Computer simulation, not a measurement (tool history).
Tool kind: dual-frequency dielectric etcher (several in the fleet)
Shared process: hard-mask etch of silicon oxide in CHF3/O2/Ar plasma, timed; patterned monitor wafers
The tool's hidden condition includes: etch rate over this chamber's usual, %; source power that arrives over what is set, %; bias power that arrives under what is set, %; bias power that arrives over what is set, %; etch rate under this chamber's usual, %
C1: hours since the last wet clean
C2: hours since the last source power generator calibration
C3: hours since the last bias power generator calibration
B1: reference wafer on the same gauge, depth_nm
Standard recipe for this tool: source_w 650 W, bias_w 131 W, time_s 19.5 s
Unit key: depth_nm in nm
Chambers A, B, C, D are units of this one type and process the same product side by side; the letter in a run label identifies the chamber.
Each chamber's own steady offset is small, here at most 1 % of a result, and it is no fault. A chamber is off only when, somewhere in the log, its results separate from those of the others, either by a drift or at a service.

Run 1A, hour 12.8: usual settings; C1 456.0; C2 1093.0; C3 2448.4; B1 39.516. Result: depth_nm 35.746 nm.
Run 2D, hour 27.1: usual settings; C1 325.8; C2 2609.9; C3 3102.3; B1 39.519. Result: depth_nm 36.073 nm.
Run 3B, hour 39.9: usual settings; C1 457.6; C2 1331.3; C3 3443.3; B1 39.506. Result: depth_nm 35.911 nm.
At hour 43.6: chamber A: wet clean of the chamber.
Run 4C, hour 47.0: usual settings; C1 216.9; C2 1087.6; C3 1532.6; B1 39.526. Result: depth_nm 35.814 nm.
Run 5C, hour 55.2: usual settings but source_w 530 W; C1 225.1; C2 1095.8; C3 1540.8; B1 39.525. Result: depth_nm 33.101 nm.
Run 6D, hour 68.7: usual settings but source_w 530 W; C1 367.4; C2 2651.5; C3 3143.9; B1 39.522. Result: depth_nm 33.420 nm.
Run 7B, hour 77.1: usual settings but source_w 530 W; C1 494.8; C2 1368.5; C3 3480.5; B1 39.509. Result: depth_nm 33.231 nm.
Run 8A, hour 85.7: usual settings but source_w 530 W; C1 42.2; C2 1165.9; C3 2521.3; B1 39.499. Result: depth_nm 32.820 nm.
Run 9A, hour 96.5: usual settings; C1 53.0; C2 1176.7; C3 2532.1; B1 39.500. Result: depth_nm 35.737 nm.
Run 10B, hour 108.4: usual settings but bias_w 101 W, time_s 25.0 s; C1 526.1; C2 1399.8; C3 3511.8; B1 39.527. Result: depth_nm 42.472 nm.
At hour 112.1: chamber B: wet clean of the chamber.
Run 11D, hour 116.2: usual settings but bias_w 101 W, time_s 25.0 s; C1 414.9; C2 2699.0; C3 3191.4; B1 39.499. Result: depth_nm 42.874 nm.
Run 12C, hour 126.8: usual settings but bias_w 101 W, time_s 25.0 s; C1 296.7; C2 1167.4; C3 1612.4; B1 39.457. Result: depth_nm 42.345 nm.
Run 13D, hour 135.4: usual settings but bias_w 101 W, time_s 25.0 s; C1 434.1; C2 2718.2; C3 3210.6; B1 39.504. Result: depth_nm 42.772 nm.
Run 14B, hour 149.5: usual settings; C1 37.5; C2 1440.9; C3 3552.9; B1 39.524. Result: depth_nm 35.736 nm.
Run 15C, hour 162.2: usual settings; C1 332.1; C2 1202.8; C3 1647.8; B1 39.460. Result: depth_nm 35.495 nm.
Run 16A, hour 170.3: usual settings; C1 126.8; C2 1250.5; C3 2605.9; B1 39.480. Result: depth_nm 35.570 nm.
Run 17C, hour 178.5: usual settings; C1 348.4; C2 1219.1; C3 1664.1; B1 39.504. Result: depth_nm 35.522 nm.
Run 18A, hour 186.7: usual settings but time_s 23.5 s; C1 143.2; C2 1266.9; C3 2622.3; B1 39.512. Result: depth_nm 42.816 nm.
Run 19D, hour 193.9: usual settings but time_s 23.5 s; C1 492.6; C2 2776.7; C3 3269.1; B1 39.496. Result: depth_nm 43.638 nm.
Run 20B, hour 206.0: usual settings but time_s 23.5 s; C1 94.0; C2 1497.4; C3 3609.4; B1 39.517. Result: depth_nm 43.274 nm.
Run 21D, hour 219.8: usual settings but time_s 23.5 s; C1 518.5; C2 2802.6; C3 3295.0; B1 39.461. Result: depth_nm 43.603 nm.
Run 22A, hour 228.7: usual settings but source_w 720 W, bias_w 162 W; C1 185.2; C2 1308.9; C3 2664.3; B1 39.516. Result: depth_nm 39.703 nm.
Run 23B, hour 237.0: usual settings but source_w 720 W, bias_w 162 W; C1 125.0; C2 1528.4; C3 3640.4; B1 39.501. Result: depth_nm 40.032 nm.
Run 24C, hour 245.3: usual settings but source_w 720 W, bias_w 162 W; C1 415.2; C2 1285.9; C3 1730.9; B1 39.510. Result: depth_nm 39.328 nm.
Run 25B, hour 255.7: usual settings but source_w 720 W, bias_w 162 W; C1 143.7; C2 1547.1; C3 3659.1; B1 39.480. Result: depth_nm 39.751 nm.
Run 26C, hour 263.2: usual settings; C1 433.1; C2 1303.8; C3 1748.8; B1 39.503. Result: depth_nm 35.162 nm.
Run 27D, hour 269.7: usual settings; C1 568.4; C2 2852.5; C3 3344.9; B1 39.524. Result: depth_nm 36.100 nm.
Run 28A, hour 280.7: usual settings; C1 237.2; C2 1360.9; C3 2716.3; B1 39.509. Result: depth_nm 35.733 nm.
Run 29B, hour 287.1: usual settings; C1 175.1; C2 1578.5; C3 3690.5; B1 39.537. Result: depth_nm 35.791 nm.
Run 30C, hour 294.0: usual settings; C1 463.9; C2 1334.6; C3 1779.6; B1 39.519. Result: depth_nm 35.127 nm.

All chambers now run identical settings, listed one chamber a line with results as question marks. What results will each chamber show?
Run 31A, hour 304.3: usual settings. Result: depth_nm ?.
Run 31B, hour 304.3: usual settings. Result: depth_nm ?.
Run 31C, hour 304.3: usual settings. Result: depth_nm ?.
Run 31D, hour 304.3: usual settings. Result: depth_nm ?.

run  depth_nm
31A    35.553
31B    35.775
31C    35.227
31D    36.212

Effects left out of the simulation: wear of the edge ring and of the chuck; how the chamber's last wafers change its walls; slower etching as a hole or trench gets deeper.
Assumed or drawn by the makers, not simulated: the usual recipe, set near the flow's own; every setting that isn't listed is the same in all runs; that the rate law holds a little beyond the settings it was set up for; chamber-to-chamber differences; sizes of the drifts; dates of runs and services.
